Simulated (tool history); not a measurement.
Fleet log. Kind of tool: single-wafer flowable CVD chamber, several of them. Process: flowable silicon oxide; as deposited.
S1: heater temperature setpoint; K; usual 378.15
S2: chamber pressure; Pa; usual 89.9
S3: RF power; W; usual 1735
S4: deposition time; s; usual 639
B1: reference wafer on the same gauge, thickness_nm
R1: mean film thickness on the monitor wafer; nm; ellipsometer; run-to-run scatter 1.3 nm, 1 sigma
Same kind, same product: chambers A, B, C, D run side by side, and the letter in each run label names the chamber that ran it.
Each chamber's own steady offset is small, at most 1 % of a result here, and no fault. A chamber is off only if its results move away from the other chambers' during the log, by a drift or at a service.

Run 1A, hour 8.2: usual settings; B1 282.08. Result: R1 251.99 nm.
Run 2B, hour 15.2: usual settings; B1 281.86. Result: R1 252.36 nm.
Run 3D, hour 24.8: usual settings; B1 282.04. Result: R1 250.91 nm.
Run 4C, hour 29.8: usual settings; B1 281.79. Result: R1 252.07 nm.
Run 5B, hour 38.8: usual settings; B1 281.87. Result: R1 253.57 nm.
Run 6C, hour 43.5: usual settings; B1 281.99. Result: R1 251.58 nm.
Run 7D, hour 52.6: usual settings; B1 281.89. Result: R1 250.71 nm.
Run 8A, hour 60.6: usual settings; B1 282.46. Result: R1 253.88 nm.
Run 9B, hour 65.4: usual settings; B1 282.24. Result: R1 255.47 nm.
Run 10D, hour 73.0: usual settings; B1 282.04. Result: R1 252.12 nm.
Run 11C, hour 78.5: usual settings; B1 282.24. Result: R1 252.19 nm.
Run 12A, hour 83.8: usual settings; B1 282.14. Result: R1 251.68 nm.
Run 13C, hour 90.9: usual settings but S1 383.15 K, S4 744 s; B1 282.24. Result: R1 250.97 nm.
Run 14A, hour 98.1: usual settings but S1 383.15 K, S4 744 s; B1 282.24. Result: R1 250.42 nm.
Run 15B, hour 107.1: usual settings but S1 383.15 K, S4 744 s; B1 282.53. Result: R1 248.27 nm.
Run 16D, hour 112.9: usual settings but S1 383.15 K, S4 744 s; B1 282.13. Result: R1 247.69 nm.
Run 17D, hour 118.5: usual settings; B1 282.35. Result: R1 249.74 nm.
Run 18B, hour 124.3: usual settings; B1 281.65. Result: R1 251.11 nm.
Run 19A, hour 132.0: usual settings; B1 282.12. Result: R1 251.38 nm.
Run 20C, hour 140.0: usual settings; B1 282.51. Result: R1 253.96 nm.
At hour 146.0: chamber A: RF generator calibrated.
Run 21D, hour 149.0: usual settings; B1 281.98. Result: R1 250.19 nm.
Run 22A, hour 155.9: usual settings; B1 282.05. Result: R1 252.73 nm.
Run 23B, hour 160.8: usual settings; B1 282.28. Result: R1 252.42 nm.
Run 24C, hour 167.2: usual settings; B1 281.59. Result: R1 251.92 nm.
Run 25D, hour 175.5: usual settings but S3 1600 W; B1 282.16. Result: R1 245.55 nm.
At hour 176.9: chamber C: capacitance manometer re-zeroed and calibrated.
Run 26B, hour 181.4: usual settings but S3 1600 W; B1 282.18. Result: R1 246.72 nm.
Run 27A, hour 189.9: usual settings but S3 1600 W; B1 282.06. Result: R1 247.72 nm.
Run 28C, hour 198.5: usual settings but S3 1600 W; B1 281.85. Result: R1 255.39 nm.
Run 29C, hour 207.4: usual settings; B1 282.08. Result: R1 261.52 nm.
Run 30A, hour 214.6: usual settings; B1 282.06. Result: R1 251.18 nm.
Run 31B, hour 220.3: usual settings; B1 281.93. Result: R1 252.13 nm.
Run 32D, hour 227.2: usual settings; B1 282.01. Result: R1 249.13 nm.
Run 33A, hour 234.2: usual settings; B1 282.05. Result: R1 252.09 nm.
Run 34C, hour 241.1: usual settings; B1 281.69. Result: R1 260.00 nm.
At hour 243.2: chamber D: capacitance manometer re-zeroed and calibrated.
At hour 244.1: chamber D: RF generator calibrated.
Run 35B, hour 248.0: usual settings; B1 282.11. Result: R1 250.50 nm.
Run 36D, hour 255.0: usual settings but S3 1620 W; B1 282.22. Result: R1 246.79 nm.
Run 37A, hour 262.6: usual settings but S3 1620 W; B1 282.15. Result: R1 247.69 nm.
Run 38C, hour 268.2: usual settings but S3 1620 W; B1 282.21. Result: R1 255.06 nm.
Run 39D, hour 274.9: usual settings but S3 1620 W; B1 282.19. Result: R1 246.34 nm.
Run 40B, hour 282.7: usual settings; B1 282.22. Result: R1 254.02 nm.
Run 41C, hour 291.5: usual settings; B1 281.71. Result: R1 259.79 nm.
Run 42B, hour 300.3: usual settings; B1 282.25. Result: R1 255.56 nm.
Run 43D, hour 309.0: usual settings; B1 282.09. Result: R1 252.60 nm.

Has any chamber moved away from the others, gradually or after a service, or does the common gauge drift, or do the chambers differ only by their own small steady offsets? State the chamber and the most likely cause if one applies.

A service left chamber C off against the others.
Most likely cause: true pressure above the setpoint (%) = 2.75.

Which of the 4 candidates below, each the usual settings with something changed and its results left as question marks, puts chamber C back in line with what the other chambers give on the usual settings?
Counts as in line when no further than this from what the other chambers average on the usual settings: R1 4.40 nm
Run 44C-1, hour 316.0: usual settings but S1 377.15 K, S2 91.3 Pa, S3 1740 W, S4 644 s. Result: R1 ?.
Run 44C-2, hour 316.0: usual settings but S4 616 s. Result: R1 ?.
Run 44C-3, hour 316.0: usual settings but S1 377.15 K, S2 90.4 Pa. Result: R1 ?.
Run 44C-4, hour 316.0: usual settings but S1 379.15 K, S2 88.4 Pa, S3 1730 W, S4 634 s. Result: R1 ?.

Average result of the remaining chambers running the usual settings: R1 251.54 nm
  run      R1
44C-1  278.30
44C-2  251.52
44C-3  272.09
44C-4  244.54
Change 44C-2 lands the chamber within the allowed miss of the other chambers.
